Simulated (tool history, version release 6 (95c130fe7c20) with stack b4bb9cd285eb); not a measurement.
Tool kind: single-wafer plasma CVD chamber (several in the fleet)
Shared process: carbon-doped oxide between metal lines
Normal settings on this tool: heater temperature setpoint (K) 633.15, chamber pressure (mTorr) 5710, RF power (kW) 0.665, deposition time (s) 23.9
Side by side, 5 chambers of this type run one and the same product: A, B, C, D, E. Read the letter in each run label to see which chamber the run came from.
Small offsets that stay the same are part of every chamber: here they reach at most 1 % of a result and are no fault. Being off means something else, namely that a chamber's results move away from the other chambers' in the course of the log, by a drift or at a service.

run   hour  heater temperature setpoint (K)  chamber pressure (mTorr)  RF power (kW)  deposition time (s)  read-back reference wafer on the same gauge, thickness_nm  mean film thickness on the monitor wafer (Å)
 1A    4.2                           633.15                      5710          0.665                 23.9                                                     130.99                                          1446
 2E    8.8                           633.15                      5710          0.665                 23.9                                                     130.99                                        1443.4
 3D   11.8                           633.15                      5710          0.665                 23.9                                                     130.96                                        1436.9
 4C   14.7                           633.15                      5710          0.665                 23.9                                                      131.1                                        1453.6
 5B   19.1                           633.15                      5710          0.665                 23.9                                                     130.96                                        1455.7
 6C   21.5                           633.15                      5710          0.665                 23.9                                                     130.92                                        1452.7
 7A   25.6                           633.15                      5710          0.665                 23.9                                                     131.02                                        1442.9
 8B   28.6                           633.15                      5710          0.665                 23.9                                                     130.94                                          1456
 9D   30.9                           633.15                      5710          0.665                 23.9                                                     131.01                                        1445.4
10E   34.6                           633.15                      5710          0.665                 23.9                                                     131.02                                        1437.2
11B   37.3                           633.15                      5710          0.605                 23.9                                                     130.97                                        1367.1
12A   39.9                           633.15                      5710          0.605                 23.9                                                     130.98                                        1362.7
13D     43                           633.15                      5710          0.605                 23.9                                                     130.97                                        1352.6
14C   45.9                           633.15                      5710          0.605                 23.9                                                     130.99                                          1371
15E   50.7                           633.15                      5710          0.605                 23.9                                                     130.92                                        1362.1
      53.5  -- chamber C: capacitance manometer re-zeroed and calibrated
16D   54.3                           633.15                      6140          0.665                 23.9                                                     130.99                                        1462.7
17C   59.1                           633.15                      6140          0.665                 23.9                                                     131.09                                          1463
18B     62                           633.15                      6140          0.665                 23.9                                                     130.96                                        1449.3
19E   64.3                           633.15                      6140          0.665                 23.9                                                        131                                        1442.1
20A   68.6                           633.15                      6140          0.665                 23.9                                                     130.96                                        1454.6
      70.2  -- chamber D: RF generator calibrated
21B   71.6                           633.15                      5710          0.665                 23.9                                                     131.04                                        1434.5
22A   74.7                           633.15                      5710          0.665                 23.9                                                        131                                        1441.3
      75.1  -- chamber C: RF generator calibrated
23C   78.6                           633.15                      5710          0.665                 23.9                                                     131.02                                        1453.7
24E   83.1                           633.15                      5710          0.665                 23.9                                                     130.97                                        1442.3
25D   85.4                           633.15                      5710          0.665                 23.9                                                        131                                        1448.7
      88.3  -- chamber B: capacitance manometer re-zeroed and calibrated
26E   90.3                           633.15                      5710          0.665                 23.9                                                     130.98                                        1444.4
27C   93.7                           633.15                      4420           0.79                 23.9                                                     130.99                                        1551.4
28B   96.9                           633.15                      4420           0.79                 23.9                                                     130.94                                        1513.2
29A   99.1                           633.15                      4420           0.79                 23.9                                                     130.99                                        1547.7
30D  102.9                           633.15                      4420           0.79                 23.9                                                     131.08                                        1552.3

Each of the 5 chambers runs these same settings next. Fill in every chamber's results:
31A  106.5                           633.15                      5710          0.665                 23.9                                                                                                        ?
31B  106.5                           633.15                      5710          0.665                 23.9                                                                                                        ?
31C  106.5                           633.15                      5710          0.665                 23.9                                                                                                        ?
31D  106.5                           633.15                      5710          0.665                 23.9                                                                                                        ?
31E  106.5                           633.15                      5710          0.665                 23.9                                                                                                        ?

run  mean film thickness on the monitor wafer (Å)
31A                                        1448.4
31B                                        1415.2
31C                                        1453.8
31D                                        1441.1
31E                                        1446.8
